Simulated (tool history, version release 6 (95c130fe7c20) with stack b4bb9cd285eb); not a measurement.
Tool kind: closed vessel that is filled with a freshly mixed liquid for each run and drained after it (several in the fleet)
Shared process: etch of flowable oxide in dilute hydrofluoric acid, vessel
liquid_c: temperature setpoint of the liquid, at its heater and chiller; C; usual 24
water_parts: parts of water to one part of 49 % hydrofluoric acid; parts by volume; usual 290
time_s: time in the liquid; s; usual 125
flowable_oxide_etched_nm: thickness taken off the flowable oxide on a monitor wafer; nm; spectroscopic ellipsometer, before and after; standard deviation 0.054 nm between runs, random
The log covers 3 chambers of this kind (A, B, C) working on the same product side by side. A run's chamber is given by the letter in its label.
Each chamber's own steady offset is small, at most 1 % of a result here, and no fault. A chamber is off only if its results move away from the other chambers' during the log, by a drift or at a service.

| run | hour | liquid_c | water_parts | time_s | read-back film thickness of the flowable oxide reference wafer, read on the same gauge (nm) | flowable_oxide_etched_nm |
|---|---|---|---|---|---|---|
| 1C | 4.7 | 24 | 290 | 125 | 150.00 | 9.7008 |
| 2A | 11.7 | 24 | 290 | 125 | 150.01 | 9.7833 |
| 3B | 17.8 | 24 | 290 | 125 | 150.00 | 9.7493 |
| 4C | 26.1 | 24 | 290 | 125 | 150.01 | 9.6679 |
| 5A | 33.0 | 24 | 290 | 125 | 150.00 | 9.7907 |
| 6B | 40.0 | 24 | 155 | 170 | 149.99 | 28.8270 |
|  | 42.5 | chamber B: thermometer replaced |
| 7B | 48.2 | 24 | 155 | 170 | 150.01 | 28.3340 |
| 8C | 53.6 | 24 | 155 | 170 | 150.00 | 28.4180 |
| 9A | 61.1 | 24 | 290 | 125 | 150.00 | 9.8263 |
| 10C | 66.8 | 24 | 290 | 125 | 150.01 | 9.7103 |
| 11B | 70.8 | 24 | 290 | 125 | 150.01 | 9.8771 |
| 12A | 76.0 | 24 | 290 | 125 | 150.00 | 9.7683 |
| 13A | 83.2 | 24 | 290 | 125 | 149.99 | 9.6132 |
| 14C | 89.2 | 24 | 290 | 125 | 149.99 | 9.7165 |
| 15B | 94.1 | 24 | 290 | 125 | 149.97 | 9.7534 |
| 16A | 99.7 | 24 | 290 | 125 | 150.01 | 9.8053 |
| 17B | 107.5 | 24 | 290 | 125 | 150.00 | 9.7976 |
| 18C | 111.3 | 24 | 290 | 125 | 149.99 | 9.6107 |
| 19A | 119.5 | 24 | 290 | 125 | 150.00 | 9.6351 |
| 20B | 125.1 | 24 | 290 | 125 | 149.98 | 9.7642 |
| 21C | 129.6 | 24 | 290 | 125 | 150.01 | 9.5914 |
| 22C | 136.8 | 24 | 290 | 125 | 149.98 | 9.5729 |
| 23B | 143.1 | 24 | 290 | 125 | 150.00 | 9.6922 |
| 24A | 150.0 | 24 | 290 | 125 | 149.99 | 9.7369 |
| 25A | 154.9 | 24 | 290 | 125 | 150.01 | 9.7579 |
| 26B | 160.5 | 24 | 400 | 125 | 149.98 | 6.4100 |
|  | 166.5 | chamber C: thermometer replaced |
| 27C | 167.4 | 24 | 400 | 125 | 150.00 | 6.2147 |
| 28C | 173.1 | 24 | 400 | 125 | 149.99 | 6.2074 |
| 29A | 176.9 | 21 | 290 | 125 | 150.01 | 8.7590 |
| 30B | 183.7 | 21 | 290 | 125 | 150.00 | 8.7672 |
| 31C | 188.2 | 21 | 290 | 125 | 150.01 | 8.4756 |
| 32A | 196.8 | 24 | 290 | 125 | 149.99 | 9.7867 |
| 33B | 204.1 | 24 | 290 | 125 | 150.00 | 9.6556 |
| 34B | 211.5 | 24 | 290 | 125 | 150.01 | 9.7885 |
| 35C | 215.6 | 24 | 290 | 125 | 149.98 | 9.4037 |
| 36A | 220.8 | 24 | 290 | 125 | 149.98 | 9.7607 |
| 37C | 224.8 | 24 | 290 | 125 | 149.99 | 9.3135 |
| 38B | 232.5 | 24 | 290 | 125 | 149.99 | 9.7715 |
| 39A | 236.8 | 24 | 290 | 125 | 149.98 | 9.7268 |
| 40C | 241.3 | 24 | 290 | 125 | 150.01 | 9.3838 |
| 41A | 247.5 | 24 | 290 | 125 | 149.99 | 9.7450 |
| 42B | 252.3 | 24 | 290 | 125 | 150.02 | 9.8272 |
| 43A | 259.0 | 24 | 290 | 125 | 150.00 | 9.7340 |

Each of the 3 chambers runs these same settings next. Fill in every chamber's results:
| 44A | 265.4 | 24 | 290 | 125 |  | ? |
| 44B | 265.4 | 24 | 290 | 125 |  | ? |
| 44C | 265.4 | 24 | 290 | 125 |  | ? |

| run | flowable_oxide_etched_nm |
|---|---|
| 44A | 9.6422 |
| 44B | 9.7589 |
| 44C | 9.4048 |

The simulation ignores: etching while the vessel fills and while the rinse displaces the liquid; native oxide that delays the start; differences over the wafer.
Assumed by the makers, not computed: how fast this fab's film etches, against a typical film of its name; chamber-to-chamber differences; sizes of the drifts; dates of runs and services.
